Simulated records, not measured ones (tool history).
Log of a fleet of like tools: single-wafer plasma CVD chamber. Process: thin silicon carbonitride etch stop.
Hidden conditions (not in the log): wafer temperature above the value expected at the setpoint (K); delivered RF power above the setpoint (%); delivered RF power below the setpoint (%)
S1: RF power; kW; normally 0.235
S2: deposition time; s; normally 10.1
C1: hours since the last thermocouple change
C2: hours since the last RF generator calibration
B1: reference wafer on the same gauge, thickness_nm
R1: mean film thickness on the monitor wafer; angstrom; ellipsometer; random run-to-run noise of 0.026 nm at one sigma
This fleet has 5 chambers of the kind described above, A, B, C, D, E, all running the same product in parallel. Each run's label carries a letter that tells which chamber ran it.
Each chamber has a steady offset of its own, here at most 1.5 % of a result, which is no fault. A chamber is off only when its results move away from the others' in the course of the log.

run	hour	S1	S2	C1	C2	B1	R1
1B	3.1	0.235	10.1	750	245.2	6.387	60.845
2D	6.4	0.235	10.1	1310.9	474.9	6.395	60.673
3A	8.7	0.235	10.1	224.6	1752.5	6.391	60.684
4C	11.7	0.235	10.1	171.2	605.9	6.3928	59.713
5E	14.6	0.235	10.1	1391.1	1058.1	6.3921	60.427
6D	18.1	0.235	10.1	1322.6	486.6	6.3897	61.545
7A	21.1	0.235	10.1	237	1764.9	6.3895	60.987
8E	25	0.235	10.1	1401.5	1068.5	6.3883	60.372
9C	28	0.235	10.1	187.5	622.2	6.3909	59.819
10B	30	0.235	10.1	776.9	272.1	6.3962	61.233
11C	32.3	0.235	10.1	191.8	626.5	6.3865	59.792
12D	36.4	0.235	10.1	1340.9	504.9	6.3881	60.436
13E	40.1	0.235	10.1	1416.6	1083.6	6.39	59.902
14A	43.2	0.235	10.1	259.1	1787	6.395	61.032
15B	45.5	0.235	10.1	792.4	287.6	6.3891	60.99
16C	48.2	0.235	10.1	207.7	642.4	6.3935	59.682
17B	50.8	0.235	10.1	797.7	292.9	6.3933	61.473
18A	53	0.235	10.1	268.9	1796.8	6.3857	60.972
19D	55.1	0.235	10.1	1359.6	523.6	6.3832	60.108
20E	58.4	0.235	10.1	1434.9	1101.9	6.3813	59.635
21D	60.4	0.235	10.1	1364.9	528.9	6.3899	60.473
22C	64.1	0.235	10.1	223.6	658.3	6.3866	59.794
23E	66.2	0.235	10.1	1442.7	1109.7	6.3879	59.996
24B	68.4	0.235	10.1	815.3	310.5	6.3924	61.212
25A	71	0.235	10.1	286.9	1814.8	6.3875	60.721
26D	74.1	0.235	10.1	1378.6	542.6	6.391	60.2
27C	78.1	0.235	10.1	237.6	672.3	6.3928	59.47
28A	80.4	0.235	10.1	296.3	1824.2	6.3856	60.704
29E	82.6	0.235	10.1	1459.1	1126.1	6.3975	60.288
30B	86.9	0.235	10.1	833.8	329	6.3858	60.988
31C	91.2	0.235	10.1	250.7	685.4	6.3897	59.287
32B	93.8	0.235	10.1	840.7	335.9	6.3918	60.478
33D	97.8	0.235	10.1	1402.3	566.3	6.3911	60.817
34A	100	0.215	9.4	315.9	1843.8	6.3807	54.636
35E	102.5	0.215	9.4	1479	1146	6.3879	54.449
36B	106.8	0.215	9.4	853.7	348.9	6.3909	54.879
37E	110.8	0.215	9.4	1487.3	1154.3	6.3869	54.233
38C	113.2	0.215	9.4	272.7	707.4	6.3896	53.72
39D	115.8	0.235	10.1	1420.3	584.3	6.397	60.561
40A	119.4	0.235	10.1	335.3	1863.2	6.3854	61.096
41A	122.2	0.235	10.1	338.1	1866	6.3905	61.039
42B	125.2	0.235	10.1	872.1	367.3	6.3873	60.567

Is one chamber off against the others, does the gauge drift, or is nothing wrong? If a chamber is off, say which, and what the likeliest cause is.

No chamber is off and the gauge is stable; the differences are just each chamber's small, constant offset.
